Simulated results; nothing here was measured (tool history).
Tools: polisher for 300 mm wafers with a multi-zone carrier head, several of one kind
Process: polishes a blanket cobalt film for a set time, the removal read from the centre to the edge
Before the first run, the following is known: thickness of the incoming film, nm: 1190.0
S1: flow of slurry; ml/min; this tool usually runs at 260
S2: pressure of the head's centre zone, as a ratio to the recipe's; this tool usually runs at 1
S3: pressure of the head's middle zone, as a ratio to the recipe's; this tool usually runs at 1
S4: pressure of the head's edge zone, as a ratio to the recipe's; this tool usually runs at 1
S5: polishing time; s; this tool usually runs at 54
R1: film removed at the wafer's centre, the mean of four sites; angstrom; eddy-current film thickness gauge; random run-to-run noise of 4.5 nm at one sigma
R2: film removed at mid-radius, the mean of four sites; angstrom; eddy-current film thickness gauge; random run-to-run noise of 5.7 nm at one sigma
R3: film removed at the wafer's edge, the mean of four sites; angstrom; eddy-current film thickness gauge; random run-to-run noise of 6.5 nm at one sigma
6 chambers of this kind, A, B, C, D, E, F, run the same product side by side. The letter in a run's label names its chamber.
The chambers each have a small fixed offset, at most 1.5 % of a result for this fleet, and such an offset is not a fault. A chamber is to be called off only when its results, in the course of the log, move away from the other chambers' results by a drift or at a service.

run,day,S1,S2,S3,S4,S5,R1,R2,R3
# day 0.104: chamber C: worn pad replaced by a new one
# day 0.138: chamber E: centre zone pressure recalibrated
1E,0.379,260,1,1,1,54,4854,4968.4,4989.2
2D,0.967,260,1,1,1,54,4882.6,4931.6,4920.3
3A,1.421,260,1,1,1,54,4887.2,4841.6,4887.1
# day 1.654: chamber D: worn pad replaced by a new one
4B,1.954,260,1,1,1,54,4967.2,4872.7,4892
# day 2.417: chamber B: worn pad replaced by a new one
5F,2.604,260,1,1,1,54,4961.2,4950.9,4922.9
# day 2.804: chamber A: worn pad replaced by a new one
6C,2.921,260,1,1,1,54,4949.8,4917.2,4812.8
7A,3.342,260,1,1,1,54,4847.5,4904,4804.1
# day 3.367: chamber B: slurry nozzle cleaned
8C,3.921,260,1,1,1,54,4997.6,4944.6,4913.5
# day 4.033: chamber E: worn pad replaced by a new one
# day 4.362: chamber F: worn pad replaced by a new one
9D,4.596,260,1,1,1.04,54,4902.2,4946.1,4892.9
# day 4.683: chamber C: worn pad replaced by a new one
# day 5.108: chamber F: slurry nozzle cleaned
10B,5.271,260,1,1,1.04,54,4888,4937.6,5120.6
# day 5.483: chamber D: worn pad replaced by a new one
11F,5.9,260,1,1,1.04,54,5018,4815.8,5062.2
12E,6.508,260,1,1,1.04,54,4815.1,4976.3,4956.6
# day 6.704: chamber B: worn pad replaced by a new one
# day 6.746: chamber A: worn pad replaced by a new one
13E,7.142,260,1,1,1.04,54,4855.9,4828.7,4977.5
# day 7.238: chamber D: slurry nozzle cleaned
# day 7.467: chamber C: slurry nozzle cleaned
14B,7.717,260,1,1,1.04,54,4911.4,4897.9,4988.6
# day 7.729: chamber E: slurry nozzle cleaned
# day 8.171: chamber A: slurry nozzle cleaned
# day 8.212: chamber B: centre zone pressure recalibrated
# day 8.25: chamber E: worn pad replaced by a new one
15A,8.292,260,1,1,1,54,4798.2,4945.9,4846.4
# day 8.333: chamber F: centre zone pressure recalibrated
16C,8.692,260,1,1,1,54,4916.9,4902.4,4928.5
# day 8.871: chamber C: edge zone pressure recalibrated
# day 9.046: chamber C: worn pad replaced by a new one
17F,9.2,215,1,1,1,54,4791.6,4780.7,4862
18D,9.583,215,1,1,1,54,4731.6,4814.9,4795.5
# day 9.596: chamber F: worn pad replaced by a new one
# day 9.917: chamber D: worn pad replaced by a new one
19B,10.258,215,1,1,1,54,4764.3,4800.7,4758.7
# day 10.262: chamber A: worn pad replaced by a new one
20A,10.654,215,1,1,1,54,4818.4,4771.9,4797.7
# day 11.292: chamber B: worn pad replaced by a new one
21D,11.296,215,1,1,1,54,4758.2,4884.9,4800.3
22F,11.812,215,1,1,1,54,4777.4,4813,4880.6
23C,12.112,260,1,1,1,54,4874.8,4928.9,4877.1
24E,12.662,260,1,1,1,54,4835.8,4964.4,4830.2
# day 12.708: chamber E: centre zone pressure recalibrated
# day 12.783: chamber E: worn pad replaced by a new one
25A,13.221,260,1,1,1,43,3923.9,3959.1,3974.3
26E,13.588,260,1,1,1,43,3823.7,3951.5,3968.3
# day 13.642: chamber C: worn pad replaced by a new one
# day 13.746: chamber D: worn pad replaced by a new one
27B,14.246,260,1,1,1,43,3938,3795.9,3828.8
# day 14.417: chamber A: worn pad replaced by a new one
# day 14.55: chamber E: edge zone pressure recalibrated
28F,14.642,260,1,1,1,43,3936.7,3833.8,3908.9
# day 14.779: chamber F: worn pad replaced by a new one
29C,14.971,260,1,1,1,43,3878.8,3875.5,3957.3
30D,15.433,260,1,1,1,43,3862.3,3924.5,3896.4
# day 15.604: chamber B: worn pad replaced by a new one
31C,15.796,260,1.09,1,1,46,4657.8,4163.1,4158.7
32D,16.2,260,1.09,1,1,46,4511.8,4225,4126.5
# day 16.271: chamber F: slurry nozzle cleaned
# day 16.321: chamber B: slurry nozzle cleaned
33E,16.608,260,1.09,1,1,46,4522.3,4161.1,4171.2
# day 16.625: chamber E: slurry nozzle cleaned
# day 16.658: chamber E: worn pad replaced by a new one
34F,16.95,260,1.09,1,1,46,4641.8,4086.5,4194.2
# day 17.075: chamber D: slurry nozzle cleaned
35A,17.258,260,1.09,1,1,46,4604.1,4175.7,4132.8
# day 17.504: chamber D: worn pad replaced by a new one
36B,17.554,260,1.09,1,1,46,4614.1,4176.1,4233.1
# day 18.033: chamber D: edge zone pressure recalibrated
37A,18.125,260,1,1,0.89,54,4897.3,4863.7,4633.7
# day 18.575: chamber C: worn pad replaced by a new one
38E,18.8,260,1,1,0.89,54,4822.7,4901.2,4496.9
39F,19.392,260,1,1,0.89,54,4918.7,4714.1,4573.5
40C,19.871,260,1,1,0.89,54,4887,4957,4601.3
# day 19.888: chamber B: worn pad replaced by a new one
41D,20.317,260,1,1,0.89,54,4843.8,4993.1,4505.4
42B,20.658,260,1,1,0.89,54,4932.8,4900.9,4613.2

The same settings go to every chamber for the next run, one line per chamber below. Forecast the results for each:
43A,21.146,295,1,1,1,54,?,?,?
43B,21.146,295,1,1,1,54,?,?,?
43C,21.146,295,1,1,1,54,?,?,?
43D,21.146,295,1,1,1,54,?,?,?
43E,21.146,295,1,1,1,54,?,?,?
43F,21.146,295,1,1,1,54,?,?,?

run,R1,R2,R3
43A,4872.7,5059.4,4933.8
43B,4922.7,4905.2,4811.4
43C,4968.1,4990.4,5047.2
43D,4957.2,4975,5010.6
43E,4934.1,4871.7,4884.7
43F,5019,4928.3,4944
